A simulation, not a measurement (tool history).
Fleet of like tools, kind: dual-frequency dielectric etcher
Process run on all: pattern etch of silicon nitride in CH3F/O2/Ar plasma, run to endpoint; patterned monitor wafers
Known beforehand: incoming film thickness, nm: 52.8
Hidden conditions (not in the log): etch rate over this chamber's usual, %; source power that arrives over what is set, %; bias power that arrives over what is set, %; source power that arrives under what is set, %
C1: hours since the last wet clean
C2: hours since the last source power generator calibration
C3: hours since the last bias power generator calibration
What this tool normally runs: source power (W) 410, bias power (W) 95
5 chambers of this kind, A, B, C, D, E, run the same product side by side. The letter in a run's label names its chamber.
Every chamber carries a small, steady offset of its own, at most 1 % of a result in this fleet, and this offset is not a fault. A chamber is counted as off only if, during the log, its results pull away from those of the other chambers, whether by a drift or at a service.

{"run": "1B", "hour": 13.3, "source power (W)": 410, "bias power (W)": 95, "C1": 403.5, "C2": 4047.1, "C3": 1630.7, "endpoint time (s)": 67.71}
{"run": "2E", "hour": 22.9, "source power (W)": 410, "bias power (W)": 95, "C1": 284.7, "C2": 254.8, "C3": 150.1, "endpoint time (s)": 68.251}
{"run": "3C", "hour": 29.6, "source power (W)": 410, "bias power (W)": 95, "C1": 86.9, "C2": 1653.7, "C3": 1406, "endpoint time (s)": 68.544}
{"run": "4D", "hour": 37.7, "source power (W)": 410, "bias power (W)": 95, "C1": 90.6, "C2": 2944.6, "C3": 594.5, "endpoint time (s)": 67.917}
{"run": "5A", "hour": 49.4, "source power (W)": 410, "bias power (W)": 95, "C1": 449, "C2": 807.1, "C3": 4240.1, "endpoint time (s)": 67.823}
{"run": "6C", "hour": 55.6, "source power (W)": 410, "bias power (W)": 95, "C1": 112.9, "C2": 1679.7, "C3": 1432, "endpoint time (s)": 68.713}
{"hour": 58.5, "done": "chamber B: source power generator calibrated"}
{"run": "7E", "hour": 63.4, "source power (W)": 410, "bias power (W)": 95, "C1": 325.2, "C2": 295.3, "C3": 190.6, "endpoint time (s)": 68.086}
{"run": "8D", "hour": 75.6, "source power (W)": 410, "bias power (W)": 95, "C1": 128.5, "C2": 2982.5, "C3": 632.4, "endpoint time (s)": 68.371}
{"run": "9A", "hour": 89.0, "source power (W)": 340, "bias power (W)": 117, "C1": 488.6, "C2": 846.7, "C3": 4279.7, "endpoint time (s)": 67.986}
{"run": "10B", "hour": 100.2, "source power (W)": 340, "bias power (W)": 117, "C1": 490.4, "C2": 41.7, "C3": 1717.6, "endpoint time (s)": 66.865}
{"run": "11E", "hour": 110.5, "source power (W)": 340, "bias power (W)": 117, "C1": 372.3, "C2": 342.4, "C3": 237.7, "endpoint time (s)": 67.718}
{"run": "12B", "hour": 116.6, "source power (W)": 340, "bias power (W)": 117, "C1": 506.8, "C2": 58.1, "C3": 1734, "endpoint time (s)": 67.806}
{"run": "13A", "hour": 127.0, "source power (W)": 340, "bias power (W)": 117, "C1": 526.6, "C2": 884.7, "C3": 4317.7, "endpoint time (s)": 68.447}
{"hour": 134.5, "done": "chamber A: wet clean of the chamber"}
{"run": "14C", "hour": 136.4, "source power (W)": 410, "bias power (W)": 95, "C1": 193.7, "C2": 1760.5, "C3": 1512.8, "endpoint time (s)": 69.614}
{"run": "15D", "hour": 143.8, "source power (W)": 410, "bias power (W)": 108, "C1": 196.7, "C2": 3050.7, "C3": 700.6, "endpoint time (s)": 65.343}
{"run": "16B", "hour": 150.4, "source power (W)": 410, "bias power (W)": 108, "C1": 540.6, "C2": 91.9, "C3": 1767.8, "endpoint time (s)": 65.386}
{"hour": 156.8, "done": "chamber E: wet clean of the chamber"}
{"run": "17A", "hour": 162.7, "source power (W)": 410, "bias power (W)": 108, "C1": 28.2, "C2": 920.4, "C3": 4353.4, "endpoint time (s)": 65.095}
{"run": "18C", "hour": 170.5, "source power (W)": 410, "bias power (W)": 108, "C1": 227.8, "C2": 1794.6, "C3": 1546.9, "endpoint time (s)": 65.819}
{"run": "19E", "hour": 182.9, "source power (W)": 410, "bias power (W)": 108, "C1": 26.1, "C2": 414.8, "C3": 310.1, "endpoint time (s)": 64.707}
{"run": "20D", "hour": 196.4, "source power (W)": 410, "bias power (W)": 95, "C1": 249.3, "C2": 3103.3, "C3": 753.2, "endpoint time (s)": 67.493}
{"run": "21B", "hour": 204.2, "source power (W)": 320, "bias power (W)": 85, "C1": 594.4, "C2": 145.7, "C3": 1821.6, "endpoint time (s)": 78.063}
{"run": "22C", "hour": 212.8, "source power (W)": 320, "bias power (W)": 85, "C1": 270.1, "C2": 1836.9, "C3": 1589.2, "endpoint time (s)": 78.694}
{"run": "23D", "hour": 223.9, "source power (W)": 320, "bias power (W)": 85, "C1": 276.8, "C2": 3130.8, "C3": 780.7, "endpoint time (s)": 77.62}
{"run": "24E", "hour": 233.2, "source power (W)": 320, "bias power (W)": 85, "C1": 76.4, "C2": 465.1, "C3": 360.4, "endpoint time (s)": 78.315}
{"run": "25A", "hour": 242.5, "source power (W)": 320, "bias power (W)": 85, "C1": 108, "C2": 1000.2, "C3": 4433.2, "endpoint time (s)": 79.86}
{"run": "26C", "hour": 252.5, "source power (W)": 410, "bias power (W)": 95, "C1": 309.8, "C2": 1876.6, "C3": 1628.9, "endpoint time (s)": 69.257}
{"run": "27E", "hour": 262.6, "source power (W)": 410, "bias power (W)": 95, "C1": 105.8, "C2": 494.5, "C3": 389.8, "endpoint time (s)": 68.213}
{"hour": 275.7, "done": "chamber B: wet clean of the chamber"}
{"run": "28B", "hour": 276.5, "source power (W)": 410, "bias power (W)": 95, "C1": 0.9, "C2": 218, "C3": 1893.9, "endpoint time (s)": 68.833}
{"run": "29D", "hour": 287.9, "source power (W)": 410, "bias power (W)": 95, "C1": 340.8, "C2": 3194.8, "C3": 844.7, "endpoint time (s)": 67.841}
{"run": "30A", "hour": 296.4, "source power (W)": 410, "bias power (W)": 115, "C1": 161.9, "C2": 1054.1, "C3": 4487.1, "endpoint time (s)": 63.957}
{"hour": 296.7, "done": "chamber D: source power generator calibrated"}
{"run": "31D", "hour": 304.1, "source power (W)": 410, "bias power (W)": 115, "C1": 357, "C2": 7.5, "C3": 860.9, "endpoint time (s)": 64.384}
{"run": "32B", "hour": 312.9, "source power (W)": 410, "bias power (W)": 115, "C1": 37.3, "C2": 254.4, "C3": 1930.3, "endpoint time (s)": 63.24}
{"run": "33A", "hour": 323.6, "source power (W)": 410, "bias power (W)": 115, "C1": 189.1, "C2": 1081.3, "C3": 4514.3, "endpoint time (s)": 63.778}
{"run": "34E", "hour": 331.6, "source power (W)": 410, "bias power (W)": 115, "C1": 174.8, "C2": 563.5, "C3": 458.8, "endpoint time (s)": 63.344}
{"run": "35C", "hour": 343.8, "source power (W)": 410, "bias power (W)": 95, "C1": 401.1, "C2": 1967.9, "C3": 1720.2, "endpoint time (s)": 68.742}
{"run": "36C", "hour": 352.4, "source power (W)": 410, "bias power (W)": 95, "C1": 409.7, "C2": 1976.5, "C3": 1728.8, "endpoint time (s)": 69.131}
{"run": "37B", "hour": 361.7, "source power (W)": 410, "bias power (W)": 95, "C1": 86.1, "C2": 303.2, "C3": 1979.1, "endpoint time (s)": 68.063}
{"run": "38E", "hour": 372.2, "source power (W)": 410, "bias power (W)": 95, "C1": 215.4, "C2": 604.1, "C3": 499.4, "endpoint time (s)": 68.355}

Is one chamber off against the others, does the gauge drift, or is nothing wrong? If a chamber is off, say which, and what the likeliest cause is.

No chamber is off and the gauge is stable; the differences are just each chamber's small, constant offset.
